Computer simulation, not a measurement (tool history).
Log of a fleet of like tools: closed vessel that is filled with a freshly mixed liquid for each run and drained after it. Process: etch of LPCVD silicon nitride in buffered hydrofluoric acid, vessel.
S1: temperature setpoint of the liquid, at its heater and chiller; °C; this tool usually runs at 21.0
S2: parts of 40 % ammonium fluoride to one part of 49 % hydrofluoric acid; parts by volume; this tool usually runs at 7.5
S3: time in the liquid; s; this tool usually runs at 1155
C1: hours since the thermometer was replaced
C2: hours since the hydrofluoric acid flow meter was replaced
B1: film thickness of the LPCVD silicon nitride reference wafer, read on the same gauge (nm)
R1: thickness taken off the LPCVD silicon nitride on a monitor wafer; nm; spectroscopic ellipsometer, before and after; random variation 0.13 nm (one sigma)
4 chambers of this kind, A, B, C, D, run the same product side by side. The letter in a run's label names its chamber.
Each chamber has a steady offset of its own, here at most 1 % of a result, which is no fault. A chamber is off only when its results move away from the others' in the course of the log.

run   hour    S1   S2    S3      C1      C2      B1      R1
 1D    7.9  21.0  7.5  1155  2189.4   442.0  29.992  20.301
 2A   13.6  21.0  7.5  1155  1082.7   130.1  30.010  20.067
 3B   22.5  21.0  7.5  1155   108.6   472.3  30.005  20.113
 4C   29.8  21.0  7.5  1155   858.0  1150.5  30.006  20.383
 5D   38.2  21.0  7.5  1155  2219.7   472.3  30.010  20.172
 6A   46.3  21.0  7.5  1155  1115.4   162.8  30.024  20.151
 7B   53.8  21.0  7.5  1640   139.9   503.6  30.007  28.407
 8C   61.7  21.0  7.5  1640   889.9  1182.4  30.012  28.847
 9C   69.4  21.0  7.5  1640   897.6  1190.1  29.990  28.436
10A   75.8  21.0  7.5  1640  1144.9   192.3  30.010  28.840
11B   81.3  21.0  7.5  1155   167.4   531.1  29.985  20.169
      89.0  -- chamber C: hydrofluoric acid flow meter replaced
12D   89.9  21.0  7.5  1155  2271.4   524.0  29.988  20.103
13C   98.2  21.0  7.5  1155   926.4     9.3  29.995  20.178
14D  106.5  21.0  7.5  1155  2288.0   540.6  30.008  20.318
15A  113.6  21.0  7.5  1155  1182.7   230.1  29.997  20.804
16B  121.3  21.0  7.5  1155   207.4   571.1  30.002  20.170
17A  130.2  21.0  7.5  1155  1199.3   246.7  30.013  20.681
18B  137.5  17.5  8.5  1155   223.6   587.3  29.987  14.452
19D  143.1  17.5  8.5  1155  2324.6   577.2  30.003  14.558
20C  147.5  17.5  8.5  1155   975.7    58.6  29.982  14.634
21B  155.7  17.5  8.5  1155   241.8   605.5  30.009  14.501
22C  161.6  26.0  7.5  1675   989.8    72.7  29.989  38.035
23A  170.5  26.0  7.5  1675  1239.6   287.0  29.996  39.796
24D  177.5  26.0  7.5  1675  2359.0   611.6  29.982  38.622
25C  183.1  26.0  7.5  1675  1011.3    94.2  29.993  38.338

Each of the 4 chambers runs these same settings next. Fill in every chamber's results:
26A  189.7  21.0  7.5  1155               ?
26B  189.7  21.0  7.5  1155               ?
26C  189.7  21.0  7.5  1155               ?
26D  189.7  21.0  7.5  1155               ?

run      R1
26A  21.052
26B  20.068
26C  20.152
26D  20.369

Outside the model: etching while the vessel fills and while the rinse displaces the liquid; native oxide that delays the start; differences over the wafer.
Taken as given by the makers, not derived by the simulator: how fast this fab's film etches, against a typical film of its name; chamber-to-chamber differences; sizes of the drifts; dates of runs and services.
